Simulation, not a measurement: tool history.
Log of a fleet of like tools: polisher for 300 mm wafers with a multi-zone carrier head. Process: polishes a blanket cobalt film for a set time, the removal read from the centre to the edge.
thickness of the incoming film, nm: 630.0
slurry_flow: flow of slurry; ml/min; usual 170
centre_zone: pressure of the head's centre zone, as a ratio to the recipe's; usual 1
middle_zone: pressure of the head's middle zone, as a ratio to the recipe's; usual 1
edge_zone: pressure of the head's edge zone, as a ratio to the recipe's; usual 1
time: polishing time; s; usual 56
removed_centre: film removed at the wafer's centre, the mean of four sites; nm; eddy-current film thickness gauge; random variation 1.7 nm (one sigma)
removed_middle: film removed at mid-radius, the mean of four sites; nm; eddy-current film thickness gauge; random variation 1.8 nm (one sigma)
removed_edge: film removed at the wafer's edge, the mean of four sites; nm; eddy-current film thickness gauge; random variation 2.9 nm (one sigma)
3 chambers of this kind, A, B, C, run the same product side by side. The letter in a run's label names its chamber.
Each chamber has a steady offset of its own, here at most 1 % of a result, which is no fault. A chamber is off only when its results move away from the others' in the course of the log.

| run | day | slurry_flow | centre_zone | middle_zone | edge_zone | time | wafers polished on this pad | hours since the slurry nozzle was cleaned | hours since the centre zone pressure was calibrated | hours since the edge zone pressure was calibrated | removed_centre | removed_middle | removed_edge |
|---|---|---|---|---|---|---|---|---|---|---|---|---|---|
| 1A | 0.246 | 170 | 1 | 1 | 1 | 56 | 826 | 125 | 273.3 | 6.9 | 254.94 | 253.03 | 247.18 |
| 2C | 0.471 | 170 | 1 | 1 | 1 | 56 | 183 | 235.2 | 772.6 | 584.4 | 255.15 | 251.22 | 253.36 |
| 3B | 0.692 | 170 | 1 | 1 | 1 | 56 | 1051 | 363.7 | 53.2 | 454.6 | 248.94 | 252.2 | 250.33 |
| 4B | 0.942 | 170 | 1 | 1 | 1 | 56 | 1107 | 369.7 | 59.2 | 460.6 | 252.7 | 257.47 | 255.92 |
|  | 1.162 | chamber B: worn pad replaced by a new one |
| 5A | 1.212 | 170 | 1 | 1.06 | 1 | 56 | 1043 | 148.2 | 296.5 | 30.1 | 253.12 | 266.54 | 253.82 |
| 6C | 1.342 | 170 | 1 | 1.06 | 1 | 56 | 379 | 256.1 | 793.5 | 605.3 | 255.51 | 267.11 | 252.68 |
| 7C | 1.588 | 170 | 1 | 1.06 | 1 | 56 | 434 | 262 | 799.4 | 611.2 | 254.93 | 267.83 | 246.08 |
| 8A | 1.808 | 170 | 1 | 1 | 1 | 56 | 1178 | 162.5 | 310.8 | 44.4 | 253.72 | 254.67 | 251.69 |
| 9B | 1.938 | 170 | 1 | 1 | 1 | 56 | 174 | 393.6 | 83.1 | 484.5 | 252.82 | 251.42 | 253.29 |
|  | 1.979 | chamber C: worn pad replaced by a new one |
| 10A | 2.212 | 170 | 1 | 1 | 1 | 56 | 1269 | 172.2 | 320.5 | 54.1 | 256.04 | 252.37 | 255.79 |
| 11B | 2.342 | 170 | 1 | 1 | 1 | 56 | 265 | 403.3 | 92.8 | 494.2 | 251.25 | 252.05 | 255.77 |
| 12C | 2.521 | 170 | 1 | 1 | 1 | 56 | 122 | 284.4 | 821.8 | 633.6 | 253.75 | 251.44 | 249.71 |
| 13C | 2.658 | 170 | 1 | 1 | 1 | 56 | 153 | 287.7 | 825.1 | 636.9 | 250.85 | 248.27 | 246.84 |
| 14B | 2.821 | 170 | 1 | 1 | 1 | 56 | 373 | 414.8 | 104.3 | 505.7 | 253.11 | 253.13 | 252.61 |
|  | 2.921 | chamber A: worn pad replaced by a new one |
| 15A | 2.979 | 170 | 1 | 1 | 1 | 56 | 13 | 190.6 | 338.9 | 72.5 | 255.3 | 254.47 | 257.23 |
| 16B | 3.108 | 170 | 1 | 1 | 1 | 56 | 438 | 421.7 | 111.2 | 512.6 | 251.93 | 251.87 | 254.8 |
| 17A | 3.317 | 170 | 1 | 1 | 1 | 56 | 89 | 198.7 | 347 | 80.6 | 253.23 | 258.15 | 251.62 |
| 18C | 3.6 | 170 | 1 | 1 | 1 | 56 | 365 | 310.3 | 847.7 | 659.5 | 254.12 | 247.43 | 250.56 |
| 19C | 3.875 | 170 | 1 | 1 | 1 | 56 | 427 | 316.9 | 854.3 | 666.1 | 253.14 | 248.93 | 254.76 |
| 20B | 4.146 | 170 | 1 | 1 | 1 | 56 | 671 | 446.6 | 136.1 | 537.5 | 254.16 | 252.72 | 250.81 |
| 21A | 4.279 | 170 | 1 | 1 | 1 | 56 | 306 | 221.8 | 370.1 | 103.7 | 254.14 | 254.72 | 258.64 |
|  | 4.304 | chamber C: worn pad replaced by a new one |
| 22C | 4.412 | 170 | 1 | 1 | 1 | 56 | 24 | 329.8 | 867.2 | 679 | 255.28 | 250.31 | 250.97 |
| 23B | 4.638 | 170 | 1 | 1.06 | 1 | 56 | 782 | 458.4 | 147.9 | 549.3 | 251.19 | 270.08 | 256.04 |
| 24A | 4.9 | 170 | 1 | 1.06 | 1 | 56 | 445 | 236.7 | 385 | 118.6 | 249.86 | 268.14 | 258.38 |
| 25A | 5.088 | 170 | 1 | 1.06 | 1 | 56 | 488 | 241.2 | 389.5 | 123.1 | 257.26 | 268.18 | 253.8 |
| 26B | 5.338 | 170 | 1 | 1 | 1 | 56 | 939 | 475.2 | 164.7 | 566.1 | 251.29 | 249.22 | 255.01 |
| 27C | 5.571 | 170 | 1 | 1 | 1 | 56 | 285 | 357.6 | 895 | 706.8 | 256.62 | 250.35 | 251.15 |
| 28C | 5.862 | 170 | 1 | 1 | 1 | 48 | 351 | 364.6 | 902 | 713.8 | 216.85 | 216.29 | 217.97 |
| 29A | 6.046 | 170 | 1 | 1 | 1 | 48 | 703 | 264.2 | 412.5 | 146.1 | 219.25 | 220.13 | 218.65 |
|  | 6.062 | chamber C: centre zone pressure recalibrated |
| 30B | 6.292 | 170 | 1 | 1 | 1 | 48 | 1154 | 498.1 | 187.6 | 589 | 216.02 | 215.87 | 214.01 |
| 31C | 6.438 | 170 | 1 | 1 | 1 | 56 | 480 | 378.4 | 9 | 727.6 | 254.43 | 251.51 | 248.58 |
|  | 6.483 | chamber C: worn pad replaced by a new one |
| 32B | 6.592 | 170 | 1 | 1 | 1 | 56 | 1222 | 505.3 | 194.8 | 596.2 | 250.49 | 254.21 | 250.19 |
|  | 6.692 | chamber B: worn pad replaced by a new one |
| 33A | 6.733 | 170 | 1 | 1 | 1 | 56 | 858 | 280.7 | 429 | 162.6 | 255.62 | 254.8 | 255.21 |
|  | 6.779 | chamber A: slurry nozzle cleaned |
| 34C | 6.858 | 170 | 1 | 1 | 1 | 56 | 85 | 388.5 | 19.1 | 737.7 | 254.53 | 254.27 | 252.04 |
|  | 6.938 | chamber B: slurry nozzle cleaned |
| 35A | 7 | 170 | 1 | 1 | 1 | 56 | 918 | 5.4 | 435.4 | 169 | 255.57 | 252.16 | 253.91 |
| 36B | 7.242 | 170 | 1 | 1.11 | 1 | 56 | 124 | 7.4 | 210.4 | 611.8 | 250.07 | 278.47 | 255.74 |
| 37C | 7.421 | 170 | 1 | 1.11 | 1 | 56 | 211 | 402 | 32.6 | 751.2 | 254.7 | 276.05 | 252.16 |

Next, every chamber runs the same settings. What will each give?
| 38A | 7.629 | 170 | 1 | 1 | 1 | 56 |  |  |  |  | ? | ? | ? |
| 38B | 7.629 | 170 | 1 | 1 | 1 | 56 |  |  |  |  | ? | ? | ? |
| 38C | 7.629 | 170 | 1 | 1 | 1 | 56 |  |  |  |  | ? | ? | ? |

| run | removed_centre | removed_middle | removed_edge |
|---|---|---|---|
| 38A | 253.88 | 250.94 | 245.36 |
| 38B | 252.3 | 250.94 | 253.15 |
| 38C | 251.58 | 249.48 | 247.76 |
